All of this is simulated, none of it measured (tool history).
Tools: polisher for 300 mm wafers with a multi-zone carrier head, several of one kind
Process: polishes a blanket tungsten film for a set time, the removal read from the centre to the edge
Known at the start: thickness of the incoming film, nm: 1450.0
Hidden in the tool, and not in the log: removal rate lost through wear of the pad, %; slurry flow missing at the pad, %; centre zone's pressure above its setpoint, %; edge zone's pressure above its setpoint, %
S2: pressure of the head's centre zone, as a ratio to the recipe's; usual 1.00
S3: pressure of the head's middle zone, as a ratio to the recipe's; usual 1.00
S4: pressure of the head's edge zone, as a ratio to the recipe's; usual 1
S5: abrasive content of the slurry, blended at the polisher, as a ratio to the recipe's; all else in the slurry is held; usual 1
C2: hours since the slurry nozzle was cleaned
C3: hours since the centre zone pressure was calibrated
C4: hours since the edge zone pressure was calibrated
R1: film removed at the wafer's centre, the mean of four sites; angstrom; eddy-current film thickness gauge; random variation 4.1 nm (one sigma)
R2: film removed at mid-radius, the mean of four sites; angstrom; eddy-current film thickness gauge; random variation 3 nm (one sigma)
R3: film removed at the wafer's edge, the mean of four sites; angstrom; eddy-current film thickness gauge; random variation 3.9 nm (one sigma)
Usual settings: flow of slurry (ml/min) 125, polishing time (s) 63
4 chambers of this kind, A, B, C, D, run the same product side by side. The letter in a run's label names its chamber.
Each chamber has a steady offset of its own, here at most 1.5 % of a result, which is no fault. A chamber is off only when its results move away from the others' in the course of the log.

{"run": "1B", "hour": 7.8, "flow of slurry (ml/min)": 125, "S2": 1.0, "S3": 1.0, "S4": 1, "S5": 1, "polishing time (s)": 63, "wafers polished on this pad": 165, "C2": 15.4, "C3": 322.6, "C4": 17.6, "R1": 2761.7, "R2": 2797.1, "R3": 2753.2}
{"hour": 18.9, "done": "chamber A: worn pad replaced by a new one"}
{"run": "2D", "hour": 18.9, "flow of slurry (ml/min)": 125, "S2": 1.0, "S3": 1.0, "S4": 1, "S5": 1, "polishing time (s)": 63, "wafers polished on this pad": 581, "C2": 20.0, "C3": 371.0, "C4": 771.1, "R1": 2729.6, "R2": 2771.7, "R3": 2728.5}
{"hour": 23.0, "done": "chamber D: centre zone pressure recalibrated"}
{"run": "3C", "hour": 27.2, "flow of slurry (ml/min)": 125, "S2": 1.0, "S3": 1.0, "S4": 1, "S5": 1, "polishing time (s)": 63, "wafers polished on this pad": 1299, "C2": 61.5, "C3": 162.7, "C4": 476.3, "R1": 2839.6, "R2": 2783.8, "R3": 2818.1}
{"hour": 33.1, "done": "chamber B: centre zone pressure recalibrated"}
{"hour": 37.8, "done": "chamber D: worn pad replaced by a new one"}
{"run": "4A", "hour": 40.9, "flow of slurry (ml/min)": 125, "S2": 1.0, "S3": 1.0, "S4": 1, "S5": 1, "polishing time (s)": 63, "wafers polished on this pad": 228, "C2": 414.2, "C3": 342.9, "C4": 153.5, "R1": 2822.7, "R2": 2889.2, "R3": 2784.7}
{"hour": 48.6, "done": "chamber C: worn pad replaced by a new one"}
{"run": "5A", "hour": 51.5, "flow of slurry (ml/min)": 125, "S2": 1.0, "S3": 1.0, "S4": 1, "S5": 1, "polishing time (s)": 63, "wafers polished on this pad": 338, "C2": 424.8, "C3": 353.5, "C4": 164.1, "R1": 2801.7, "R2": 2751.7, "R3": 2826.4}
{"hour": 64.6, "done": "chamber B: worn pad replaced by a new one"}
{"run": "6B", "hour": 68.2, "flow of slurry (ml/min)": 125, "S2": 1.0, "S3": 1.0, "S4": 1, "S5": 1, "polishing time (s)": 63, "wafers polished on this pad": 38, "C2": 75.8, "C3": 35.1, "C4": 78.0, "R1": 2793.0, "R2": 2818.7, "R3": 2781.0}
{"run": "7D", "hour": 75.5, "flow of slurry (ml/min)": 125, "S2": 1.0, "S3": 1.0, "S4": 1, "S5": 1, "polishing time (s)": 63, "wafers polished on this pad": 392, "C2": 76.6, "C3": 52.5, "C4": 827.7, "R1": 2807.8, "R2": 2703.2, "R3": 2724.7}
{"run": "8C", "hour": 84.7, "flow of slurry (ml/min)": 125, "S2": 1.0, "S3": 1.0, "S4": 1, "S5": 1, "polishing time (s)": 63, "wafers polished on this pad": 374, "C2": 119.0, "C3": 220.2, "C4": 533.8, "R1": 2709.8, "R2": 2781.0, "R3": 2796.3}
{"hour": 91.5, "done": "chamber A: worn pad replaced by a new one"}
{"run": "9B", "hour": 97.1, "flow of slurry (ml/min)": 125, "S2": 1.0, "S3": 1.0, "S4": 1, "S5": 1, "polishing time (s)": 63, "wafers polished on this pad": 337, "C2": 104.7, "C3": 64.0, "C4": 106.9, "R1": 2826.5, "R2": 2791.2, "R3": 2828.6}
{"run": "10A", "hour": 110.5, "flow of slurry (ml/min)": 125, "S2": 1.0, "S3": 1.0, "S4": 1, "S5": 1, "polishing time (s)": 63, "wafers polished on this pad": 197, "C2": 483.8, "C3": 412.5, "C4": 223.1, "R1": 2867.6, "R2": 2808.1, "R3": 2828.3}
{"run": "11D", "hour": 121.3, "flow of slurry (ml/min)": 125, "S2": 1.0, "S3": 1.0, "S4": 1, "S5": 1, "polishing time (s)": 63, "wafers polished on this pad": 867, "C2": 122.4, "C3": 98.3, "C4": 873.5, "R1": 2695.7, "R2": 2755.5, "R3": 2766.8}
{"hour": 122.5, "done": "chamber D: worn pad replaced by a new one"}
{"run": "12C", "hour": 137.6, "flow of slurry (ml/min)": 125, "S2": 1.0, "S3": 1.0, "S4": 1, "S5": 1, "polishing time (s)": 63, "wafers polished on this pad": 923, "C2": 171.9, "C3": 273.1, "C4": 586.7, "R1": 2759.0, "R2": 2692.0, "R3": 2748.2}
{"run": "13C", "hour": 145.5, "flow of slurry (ml/min)": 125, "S2": 1.0, "S3": 1.0, "S4": 1, "S5": 1, "polishing time (s)": 63, "wafers polished on this pad": 1005, "C2": 179.8, "C3": 281.0, "C4": 594.6, "R1": 2721.4, "R2": 2691.6, "R3": 2688.5}
{"hour": 155.2, "done": "chamber B: worn pad replaced by a new one"}
{"run": "14B", "hour": 158.1, "flow of slurry (ml/min)": 125, "S2": 1.0, "S3": 1.0, "S4": 1, "S5": 1, "polishing time (s)": 63, "wafers polished on this pad": 30, "C2": 165.7, "C3": 125.0, "C4": 167.9, "R1": 2807.2, "R2": 2835.4, "R3": 2835.0}
{"hour": 167.5, "done": "chamber A: worn pad replaced by a new one"}
{"run": "15D", "hour": 174.2, "flow of slurry (ml/min)": 125, "S2": 1.0, "S3": 1.0, "S4": 1, "S5": 1, "polishing time (s)": 63, "wafers polished on this pad": 537, "C2": 175.3, "C3": 151.2, "C4": 926.4, "R1": 2712.7, "R2": 2731.8, "R3": 2741.0}
{"hour": 177.2, "done": "chamber D: edge zone pressure recalibrated"}
{"hour": 184.7, "done": "chamber C: worn pad replaced by a new one"}
{"run": "16A", "hour": 187.8, "flow of slurry (ml/min)": 125, "S2": 1.0, "S3": 1.0, "S4": 1, "S5": 1, "polishing time (s)": 63, "wafers polished on this pad": 211, "C2": 561.1, "C3": 489.8, "C4": 300.4, "R1": 2821.0, "R2": 2834.9, "R3": 2854.6}
{"hour": 198.8, "done": "chamber A: centre zone pressure recalibrated"}
{"run": "17A", "hour": 201.5, "flow of slurry (ml/min)": 125, "S2": 1.0, "S3": 1.0, "S4": 1, "S5": 1, "polishing time (s)": 63, "wafers polished on this pad": 353, "C2": 574.8, "C3": 2.7, "C4": 314.1, "R1": 2794.2, "R2": 2786.8, "R3": 2746.1}
{"run": "18D", "hour": 210.0, "flow of slurry (ml/min)": 125, "S2": 1.0, "S3": 1.0, "S4": 1, "S5": 1, "polishing time (s)": 63, "wafers polished on this pad": 908, "C2": 211.1, "C3": 187.0, "C4": 32.9, "R1": 2695.5, "R2": 2725.9, "R3": 2773.9}
{"hour": 212.1, "done": "chamber D: worn pad replaced by a new one"}
{"run": "19C", "hour": 219.1, "flow of slurry (ml/min)": 125, "S2": 1.0, "S3": 1.0, "S4": 1, "S5": 1, "polishing time (s)": 63, "wafers polished on this pad": 357, "C2": 253.4, "C3": 354.6, "C4": 668.2, "R1": 2630.3, "R2": 2636.4, "R3": 2646.3}
{"hour": 233.8, "done": "chamber B: worn pad replaced by a new one"}
{"run": "20B", "hour": 233.8, "flow of slurry (ml/min)": 125, "S2": 1.0, "S3": 0.94, "S4": 1, "S5": 1, "polishing time (s)": 63, "wafers polished on this pad": 0, "C2": 241.4, "C3": 200.7, "C4": 243.6, "R1": 2726.0, "R2": 2670.7, "R3": 2838.9}
{"run": "21B", "hour": 244.1, "flow of slurry (ml/min)": 125, "S2": 1.0, "S3": 0.94, "S4": 1, "S5": 1, "polishing time (s)": 63, "wafers polished on this pad": 107, "C2": 251.7, "C3": 211.0, "C4": 253.9, "R1": 2865.7, "R2": 2620.8, "R3": 2815.0}
{"hour": 245.5, "done": "chamber A: worn pad replaced by a new one"}
{"run": "22D", "hour": 260.3, "flow of slurry (ml/min)": 125, "S2": 1.0, "S3": 0.94, "S4": 1, "S5": 1, "polishing time (s)": 63, "wafers polished on this pad": 501, "C2": 261.4, "C3": 237.3, "C4": 83.2, "R1": 2791.1, "R2": 2626.9, "R3": 2783.3}
{"run": "23A", "hour": 273.3, "flow of slurry (ml/min)": 125, "S2": 1.0, "S3": 0.94, "S4": 1, "S5": 1, "polishing time (s)": 63, "wafers polished on this pad": 289, "C2": 646.6, "C3": 74.5, "C4": 385.9, "R1": 2845.7, "R2": 2649.2, "R3": 2769.4}
{"hour": 276.2, "done": "chamber B: slurry nozzle cleaned"}
{"run": "24C", "hour": 288.0, "flow of slurry (ml/min)": 125, "S2": 1.0, "S3": 1.0, "S4": 1, "S5": 1, "polishing time (s)": 63, "wafers polished on this pad": 1072, "C2": 322.3, "C3": 423.5, "C4": 737.1, "R1": 2546.2, "R2": 2539.0, "R3": 2667.7}
{"hour": 298.9, "done": "chamber D: worn pad replaced by a new one"}
{"run": "25C", "hour": 299.3, "flow of slurry (ml/min)": 125, "S2": 1.0, "S3": 1.0, "S4": 1, "S5": 1, "polishing time (s)": 63, "wafers polished on this pad": 1189, "C2": 333.6, "C3": 434.8, "C4": 748.4, "R1": 2548.3, "R2": 2559.2, "R3": 2677.6}
{"hour": 307.8, "done": "chamber B: worn pad replaced by a new one"}
{"run": "26B", "hour": 309.1, "flow of slurry (ml/min)": 125, "S2": 1.0, "S3": 1.0, "S4": 1, "S5": 1, "polishing time (s)": 63, "wafers polished on this pad": 14, "C2": 33.0, "C3": 276.0, "C4": 318.9, "R1": 2671.8, "R2": 2737.8, "R3": 2824.3}
{"run": "27A", "hour": 320.4, "flow of slurry (ml/min)": 125, "S2": 1.0, "S3": 0.96, "S4": 1, "S5": 1, "polishing time (s)": 63, "wafers polished on this pad": 778, "C2": 693.7, "C3": 121.6, "C4": 433.0, "R1": 2779.5, "R2": 2693.9, "R3": 2820.3}
{"hour": 325.0, "done": "chamber C: worn pad replaced by a new one"}
{"hour": 332.0, "done": "chamber A: worn pad replaced by a new one"}
{"run": "28D", "hour": 337.1, "flow of slurry (ml/min)": 125, "S2": 1.0, "S3": 0.96, "S4": 1, "S5": 1, "polishing time (s)": 63, "wafers polished on this pad": 397, "C2": 338.2, "C3": 314.1, "C4": 160.0, "R1": 2751.4, "R2": 2568.4, "R3": 2782.1}
{"run": "29C", "hour": 351.2, "flow of slurry (ml/min)": 125, "S2": 1.0, "S3": 0.96, "S4": 1, "S5": 1, "polishing time (s)": 63, "wafers polished on this pad": 272, "C2": 385.5, "C3": 486.7, "C4": 800.3, "R1": 2485.8, "R2": 2395.9, "R3": 2617.7}
{"run": "30D", "hour": 367.8, "flow of slurry (ml/min)": 125, "S2": 1.0, "S3": 0.96, "S4": 1, "S5": 1, "polishing time (s)": 63, "wafers polished on this pad": 715, "C2": 368.9, "C3": 344.8, "C4": 190.7, "R1": 2743.2, "R2": 2579.5, "R3": 2793.7}
{"run": "31A", "hour": 382.1, "flow of slurry (ml/min)": 165, "S2": 0.93, "S3": 1.0, "S4": 1, "S5": 1, "polishing time (s)": 63, "wafers polished on this pad": 520, "C2": 755.4, "C3": 183.3, "C4": 494.7, "R1": 2770.4, "R2": 2961.7, "R3": 2922.7}
{"hour": 384.4, "done": "chamber D: worn pad replaced by a new one"}
{"hour": 392.0, "done": "chamber B: worn pad replaced by a new one"}
{"run": "32B", "hour": 392.5, "flow of slurry (ml/min)": 165, "S2": 0.93, "S3": 1.0, "S4": 1, "S5": 1, "polishing time (s)": 63, "wafers polished on this pad": 5, "C2": 116.4, "C3": 359.4, "C4": 402.3, "R1": 2678.0, "R2": 2927.8, "R3": 2861.8}
{"hour": 394.9, "done": "chamber D: centre zone pressure recalibrated"}
{"run": "33B", "hour": 402.6, "flow of slurry (ml/min)": 165, "S2": 0.93, "S3": 1.0, "S4": 1, "S5": 1, "polishing time (s)": 63, "wafers polished on this pad": 110, "C2": 126.5, "C3": 369.5, "C4": 412.4, "R1": 2719.4, "R2": 2941.3, "R3": 2965.8}
{"run": "34D", "hour": 417.1, "flow of slurry (ml/min)": 165, "S2": 0.93, "S3": 1.0, "S4": 1, "S5": 1, "polishing time (s)": 63, "wafers polished on this pad": 339, "C2": 418.2, "C3": 22.3, "C4": 240.0, "R1": 2726.7, "R2": 2946.9, "R3": 2839.4}

Is one chamber off against the others, does the gauge drift, or is nothing wrong? If a chamber is off, say which, and what the likeliest cause is.

Chamber C drifts away from the others.
Cause: slurry flow missing at the pad, % = 40.3.

Here are 4 candidates for chamber C's next run, each the usual settings with a change, their results left as question marks. Which one brings its results back in line with what the others give on the usual settings?
In line means no further than this from the other chambers' mean on the usual settings: R1 140.0 angstrom; R2 110.0 angstrom; R3 140.0 angstrom
{"run": "35C-1", "hour": 429.0, "flow of slurry (ml/min)": 115, "S2": 0.97, "S3": 0.97, "S4": 1.02, "S5": 1, "polishing time (s)": 58, "R1": "?", "R2": "?", "R3": "?"}
{"run": "35C-2", "hour": 429.0, "flow of slurry (ml/min)": 130, "S2": 1.01, "S3": 1.02, "S4": 0.99, "S5": 1, "polishing time (s)": 66, "R1": "?", "R2": "?", "R3": "?"}
{"run": "35C-3", "hour": 429.0, "flow of slurry (ml/min)": 140, "S2": 1.03, "S3": 1.03, "S4": 0.98, "S5": 1, "polishing time (s)": 69, "R1": "?", "R2": "?", "R3": "?"}
{"run": "35C-4", "hour": 429.0, "flow of slurry (ml/min)": 120, "S2": 0.99, "S3": 0.98, "S4": 1.01, "S5": 1, "polishing time (s)": 60, "R1": "?", "R2": "?", "R3": "?"}

The other chambers' mean on the usual settings: R1 2778.7 angstrom; R2 2778.8 angstrom; R3 2786.1 angstrom
run=35C-1 R1=2033.2 R2=2062.6 R3=2300.3
run=35C-2 R1=2553.7 R2=2571.6 R3=2650.5
run=35C-3 R1=2809.7 R2=2781.4 R3=2801.3
run=35C-4 R1=2193.5 R2=2189.1 R3=2391.5
35C-3 brings the chamber back in line.
